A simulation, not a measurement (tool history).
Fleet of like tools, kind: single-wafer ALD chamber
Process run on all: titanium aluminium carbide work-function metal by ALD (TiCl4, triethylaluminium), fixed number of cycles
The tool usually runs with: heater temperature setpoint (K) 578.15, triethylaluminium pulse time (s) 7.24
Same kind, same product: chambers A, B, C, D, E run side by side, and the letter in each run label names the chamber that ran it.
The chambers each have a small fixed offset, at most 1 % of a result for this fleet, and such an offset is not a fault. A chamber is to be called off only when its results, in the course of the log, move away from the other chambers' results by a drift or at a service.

| run | hour | heater temperature setpoint (K) | triethylaluminium pulse time (s) | read-back reference wafer on the same gauge, thickness_nm | mean film thickness on the monitor wafer (angstrom) |
|---|---|---|---|---|---|
| 1A | 2.2 | 578.15 | 7.24 | 1.9902 | 19.208 |
| 2E | 5.6 | 578.15 | 7.24 | 1.9912 | 19.404 |
| 3D | 9.6 | 578.15 | 7.24 | 1.989 | 19.461 |
| 4C | 13.8 | 578.15 | 7.24 | 1.9893 | 19.498 |
| 5B | 17.3 | 578.15 | 7.24 | 1.9901 | 19.586 |
| 6E | 21.6 | 578.15 | 7.24 | 1.9899 | 19.356 |
| 7C | 24.2 | 578.15 | 7.24 | 1.9897 | 19.595 |
| 8D | 26.2 | 578.15 | 7.24 | 1.9913 | 19.473 |
| 9B | 29 | 590.15 | 8.19 | 1.9904 | 21.024 |
| 10A | 30.9 | 590.15 | 8.19 | 1.9905 | 20.718 |
| 11C | 32.9 | 590.15 | 8.19 | 1.9894 | 20.926 |
| 12A | 34.8 | 590.15 | 8.19 | 1.9902 | 20.758 |
| 13E | 38.9 | 590.15 | 8.19 | 1.9899 | 20.793 |
| 14B | 42.7 | 589.15 | 8.47 | 1.9901 | 21.104 |
| 15D | 45.1 | 589.15 | 8.47 | 1.9899 | 21.127 |
| 16C | 48.3 | 589.15 | 8.47 | 1.9891 | 20.935 |
| 17E | 51 | 589.15 | 8.47 | 1.9897 | 20.96 |
| 18B | 54 | 589.15 | 8.47 | 1.99 | 21.069 |
|  | 54.5 | chamber A: thermocouple changed; heater temperature recalibrated |
| 19A | 57.7 | 578.15 | 7.24 | 1.9896 | 19.192 |
| 20D | 61.3 | 578.15 | 7.24 | 1.99 | 19.618 |
| 21B | 64.6 | 583.15 | 6.02 | 1.9903 | 18.956 |
| 22C | 67.3 | 583.15 | 6.02 | 1.9892 | 18.557 |
| 23A | 69.2 | 583.15 | 6.02 | 1.9898 | 18.75 |
| 24D | 73 | 583.15 | 6.02 | 1.9906 | 19.027 |
| 25E | 77.2 | 583.15 | 6.02 | 1.9897 | 18.9 |
| 26D | 81.1 | 578.15 | 7.24 | 1.9906 | 19.58 |
| 27C | 85.2 | 583.15 | 7.24 | 1.9881 | 19.428 |
| 28E | 88.2 | 583.15 | 7.24 | 1.9906 | 19.827 |
| 29A | 92.4 | 583.15 | 7.24 | 1.9907 | 19.525 |
| 30B | 95.5 | 583.15 | 7.24 | 1.9895 | 19.982 |
| 31C | 99 | 583.15 | 7.24 | 1.9916 | 19.168 |
| 32B | 103.2 | 578.15 | 7.24 | 1.9882 | 19.522 |
| 33A | 105.6 | 578.15 | 7.24 | 1.9897 | 19.265 |
| 34E | 108 | 578.15 | 7.24 | 1.9897 | 19.265 |

Next, all 5 chambers run the settings below, one line each with question marks for the results. What does each chamber give?
| 35A | 111 | 578.15 | 7.24 |  | ? |
| 35B | 111 | 578.15 | 7.24 |  | ? |
| 35C | 111 | 578.15 | 7.24 |  | ? |
| 35D | 111 | 578.15 | 7.24 |  | ? |
| 35E | 111 | 578.15 | 7.24 |  | ? |

| run | mean film thickness on the monitor wafer (angstrom) |
|---|---|
| 35A | 19.164 |
| 35B | 19.507 |
| 35C | 18.678 |
| 35D | 19.508 |
| 35E | 19.403 |
